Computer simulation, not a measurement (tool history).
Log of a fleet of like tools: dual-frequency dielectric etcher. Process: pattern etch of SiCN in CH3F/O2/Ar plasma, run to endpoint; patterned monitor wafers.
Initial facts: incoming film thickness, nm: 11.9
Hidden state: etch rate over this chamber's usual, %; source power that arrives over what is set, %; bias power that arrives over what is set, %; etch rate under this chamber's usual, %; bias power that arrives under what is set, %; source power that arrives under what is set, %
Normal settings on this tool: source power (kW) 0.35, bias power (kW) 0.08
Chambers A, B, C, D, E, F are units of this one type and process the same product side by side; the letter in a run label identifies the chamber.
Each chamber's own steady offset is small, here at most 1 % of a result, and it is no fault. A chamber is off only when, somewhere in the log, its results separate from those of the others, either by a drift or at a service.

| run | hour | source power (kW) | bias power (kW) | hours since the last wet clean | hours since the last source power generator calibration | hours since the last bias power generator calibration | endpoint time (s) |
|---|---|---|---|---|---|---|---|
| 1F | 12.6 | 0.35 | 0.08 | 512.1 | 2315.6 | 3067.8 | 32.016 |
| 2D | 22.2 | 0.35 | 0.08 | 170.5 | 958.7 | 128.1 | 32.329 |
| 3B | 32.1 | 0.35 | 0.08 | 502.7 | 68.9 | 2479.6 | 31.973 |
|  | 37.3 | chamber F: source power generator calibrated |
| 4A | 40.2 | 0.35 | 0.08 | 330.5 | 2957.7 | 297.5 | 32.385 |
| 5C | 48.6 | 0.35 | 0.08 | 54.9 | 707.8 | 2703.3 | 32.19 |
|  | 54 | chamber F: wet clean of the chamber |
| 6E | 54.6 | 0.35 | 0.08 | 420.7 | 1856.6 | 795.4 | 32.252 |
| 7D | 62.6 | 0.35 | 0.08 | 210.9 | 999.1 | 168.5 | 32.552 |
|  | 68.6 | chamber E: wet clean of the chamber |
| 8F | 73.3 | 0.35 | 0.08 | 19.4 | 36.1 | 3128.5 | 32.348 |
| 9E | 86.1 | 0.35 | 0.08 | 17.6 | 1888.1 | 826.9 | 32.259 |
| 10B | 93.9 | 0.35 | 0.08 | 564.5 | 130.7 | 2541.4 | 31.751 |
| 11C | 101.4 | 0.3 | 0.071 | 107.7 | 760.6 | 2756.1 | 35.707 |
| 12A | 110 | 0.3 | 0.071 | 400.3 | 3027.5 | 367.3 | 35.667 |
| 13A | 119.1 | 0.3 | 0.071 | 409.4 | 3036.6 | 376.4 | 35.688 |
| 14C | 127.3 | 0.3 | 0.071 | 133.6 | 786.5 | 2782 | 35.69 |
|  | 128.5 | chamber B: wet clean of the chamber |
| 15F | 136.8 | 0.3 | 0.071 | 82.9 | 99.6 | 3192 | 35.678 |
| 16B | 146.3 | 0.3 | 0.071 | 17.9 | 183.1 | 2593.8 | 35.296 |
| 17D | 154.9 | 0.35 | 0.08 | 303.2 | 1091.4 | 260.8 | 32.662 |
|  | 162.1 | chamber E: source power generator calibrated |
| 18E | 167.9 | 0.35 | 0.08 | 99.4 | 5.9 | 908.7 | 32.078 |
| 19E | 179.7 | 0.35 | 0.08 | 111.2 | 17.7 | 920.5 | 32.226 |
| 20C | 193.2 | 0.35 | 0.08 | 199.5 | 852.4 | 2847.9 | 32.197 |
| 21A | 205.6 | 0.35 | 0.08 | 495.9 | 3123.1 | 462.9 | 32.495 |
|  | 207.3 | chamber A: source power generator calibrated |
| 22B | 213 | 0.35 | 0.08 | 84.6 | 249.8 | 2660.5 | 31.941 |
|  | 215.4 | chamber A: wet clean of the chamber |
| 23D | 219.6 | 0.35 | 0.08 | 367.9 | 1156.1 | 325.5 | 32.208 |
| 24F | 232.1 | 0.35 | 0.08 | 178.2 | 194.9 | 3287.3 | 32.15 |
| 25F | 238.8 | 0.35 | 0.08 | 184.9 | 201.6 | 3294 | 32.245 |
| 26D | 246.3 | 0.42 | 0.091 | 394.6 | 1182.8 | 352.2 | 28.902 |
| 27C | 259.1 | 0.42 | 0.091 | 265.4 | 918.3 | 2913.8 | 28.895 |
| 28B | 268.5 | 0.42 | 0.091 | 140.1 | 305.3 | 2716 | 28.648 |
| 29A | 277.2 | 0.42 | 0.091 | 61.8 | 69.9 | 534.5 | 28.5 |
| 30E | 284.8 | 0.42 | 0.091 | 216.3 | 122.8 | 1025.6 | 28.766 |
| 31D | 294.4 | 0.42 | 0.091 | 442.7 | 1230.9 | 400.3 | 28.873 |
| 32C | 305.6 | 0.35 | 0.087 | 311.9 | 964.8 | 2960.3 | 31.206 |
| 33F | 313.7 | 0.35 | 0.087 | 259.8 | 276.5 | 3368.9 | 31.392 |
| 34E | 322.1 | 0.35 | 0.087 | 253.6 | 160.1 | 1062.9 | 31.423 |
|  | 328.8 | chamber B: bias power generator calibrated |
| 35B | 333.2 | 0.35 | 0.087 | 204.8 | 370 | 4.4 | 31.043 |
| 36A | 342.3 | 0.35 | 0.087 | 126.9 | 135 | 599.6 | 31.213 |
| 37F | 355 | 0.35 | 0.087 | 301.1 | 317.8 | 3410.2 | 31.227 |
| 38E | 368.4 | 0.35 | 0.08 | 299.9 | 206.4 | 1109.2 | 32.439 |
| 39B | 375.4 | 0.35 | 0.08 | 247 | 412.2 | 46.6 | 31.856 |
|  | 382.6 | chamber C: wet clean of the chamber |
| 40A | 388.8 | 0.35 | 0.08 | 173.4 | 181.5 | 646.1 | 32.188 |
| 41D | 395 | 0.35 | 0.08 | 543.3 | 1331.5 | 500.9 | 32.231 |
| 42C | 403.7 | 0.35 | 0.092 | 21.2 | 1062.9 | 3058.4 | 30.588 |
| 43C | 409.7 | 0.35 | 0.092 | 27.2 | 1068.9 | 3064.4 | 30.431 |
|  | 416 | chamber D: wet clean of the chamber |
| 44D | 422.7 | 0.35 | 0.092 | 6.7 | 1359.2 | 528.6 | 30.592 |

All 6 chambers run these settings next. Forecast each chamber's results:
| 45A | 432.5 | 0.35 | 0.08 |  |  |  | ? |
| 45B | 432.5 | 0.35 | 0.08 |  |  |  | ? |
| 45C | 432.5 | 0.35 | 0.08 |  |  |  | ? |
| 45D | 432.5 | 0.35 | 0.08 |  |  |  | ? |
| 45E | 432.5 | 0.35 | 0.08 |  |  |  | ? |
| 45F | 432.5 | 0.35 | 0.08 |  |  |  | ? |

| run | endpoint time (s) |
|---|---|
| 45A | 32.242 |
| 45B | 31.919 |
| 45C | 32.203 |
| 45D | 32.263 |
| 45E | 32.323 |
| 45F | 32.29 |

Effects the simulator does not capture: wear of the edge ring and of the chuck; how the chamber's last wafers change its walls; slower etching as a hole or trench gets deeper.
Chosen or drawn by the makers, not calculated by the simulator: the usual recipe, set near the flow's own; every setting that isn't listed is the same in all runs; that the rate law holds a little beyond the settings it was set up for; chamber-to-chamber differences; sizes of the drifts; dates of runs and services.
